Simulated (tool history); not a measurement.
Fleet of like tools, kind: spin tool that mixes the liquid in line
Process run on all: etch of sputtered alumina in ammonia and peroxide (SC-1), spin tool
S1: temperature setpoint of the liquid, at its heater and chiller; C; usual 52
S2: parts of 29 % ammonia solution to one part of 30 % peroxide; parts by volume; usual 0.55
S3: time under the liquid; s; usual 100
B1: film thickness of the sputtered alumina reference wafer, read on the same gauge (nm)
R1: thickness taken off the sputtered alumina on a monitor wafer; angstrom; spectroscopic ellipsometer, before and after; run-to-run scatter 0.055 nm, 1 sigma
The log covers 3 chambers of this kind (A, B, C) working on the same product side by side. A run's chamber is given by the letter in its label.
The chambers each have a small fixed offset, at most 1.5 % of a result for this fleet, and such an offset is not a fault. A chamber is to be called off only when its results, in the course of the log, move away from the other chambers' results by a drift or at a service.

run   hour    S1    S2   S3      B1      R1
 1C    4.5    52  0.55  100     130  76.364
 2A    7.7    52  0.55  100     130  74.796
 3B     12    52  0.55  100     130  75.755
 4C   16.9    52  0.55  100  130.01  74.101
 5B   20.8    52  0.55  100  130.01  75.853
 6A   23.2    52  0.55  100     130  75.946
 7C   27.5    52  0.55  100  130.03  74.934
 8B   29.7    52  0.55  100  130.01  76.665
 9A   32.6    52  0.55  100  129.98  74.893
10A   36.5    52  0.55  100  129.98  75.922
11C   39.5  44.5  0.55  100     130  48.976
12B   41.7  44.5  0.55  100  129.99  49.988
13B   44.5  44.5  0.55  100  129.99  49.095
14C   48.1    52  0.55  100  129.99  74.959
15A   51.3    52  0.55  100  130.02  74.891
16C   54.1    52  0.55  100  129.98  74.966
17B   56.5    52  0.55  100  129.99  73.897
18A   59.8    52  0.35  100  129.99  72.417
19C   63.3    52  0.35  100  130.01  71.527
20B   66.4    52  0.35  100  130.01  70.866
      67.7  -- chamber C: ammonia flow meter replaced
21A   71.2    52  0.55  100     130  74.676
22B   73.6    52  0.55  100  129.99  72.588
23A   76.2  43.5  0.55  130  130.01  60.187
24C   79.5  43.5  0.55  130     130  59.506
25B   82.5  43.5  0.55  130  130.01  57.478
      83.1  -- chamber C: thermometer replaced
26C   87.3    52   0.7  100  129.99   77.77
27A   91.1    52   0.7  100     130   77.34
28B   95.5    52   0.7  100  129.99  71.663
29A    100    52  0.55  100  130.01  75.251
30C  102.9    52  0.55  100  129.99  74.966
31C  106.7    52  0.55  100  130.01  76.249
32A  111.5    52  0.55  100     130  75.286
33B  114.1    52  0.55  100     130  69.135

Is one chamber out of step, is the gauge drifting, or do the chambers differ by no more than their own small offsets? For an off chamber, give its letter and the likeliest cause.

Little by little, chamber B moves away from the other chambers.
What lies behind it: liquid colder than its thermometer reads (K) = 1.86.
The log might look much the same if the cause were instead: temperature lost on the way to the wafer (K).

Below are 4 candidate recipes for chamber B's next run, each the usual settings with a change, their results shown as question marks. Which of them brings B's results back in line with what the other chambers give on the usual settings?
To be in line, a result may differ from the other chambers' mean on the usual settings by at most: R1 1.9 angstrom
34B-1  117.7    52   0.2  100       ?
34B-2  117.7    53  0.55  105       ?
34B-3  117.7  53.5  0.55  110       ?
34B-4  117.7  50.5  0.55   90       ?

What the other chambers average on the usual settings: R1 75.288 angstrom
  run      R1
34B-1  62.674
34B-2  76.334
34B-3  82.176
34B-4  57.021
34B-2 brings the chamber back in line.
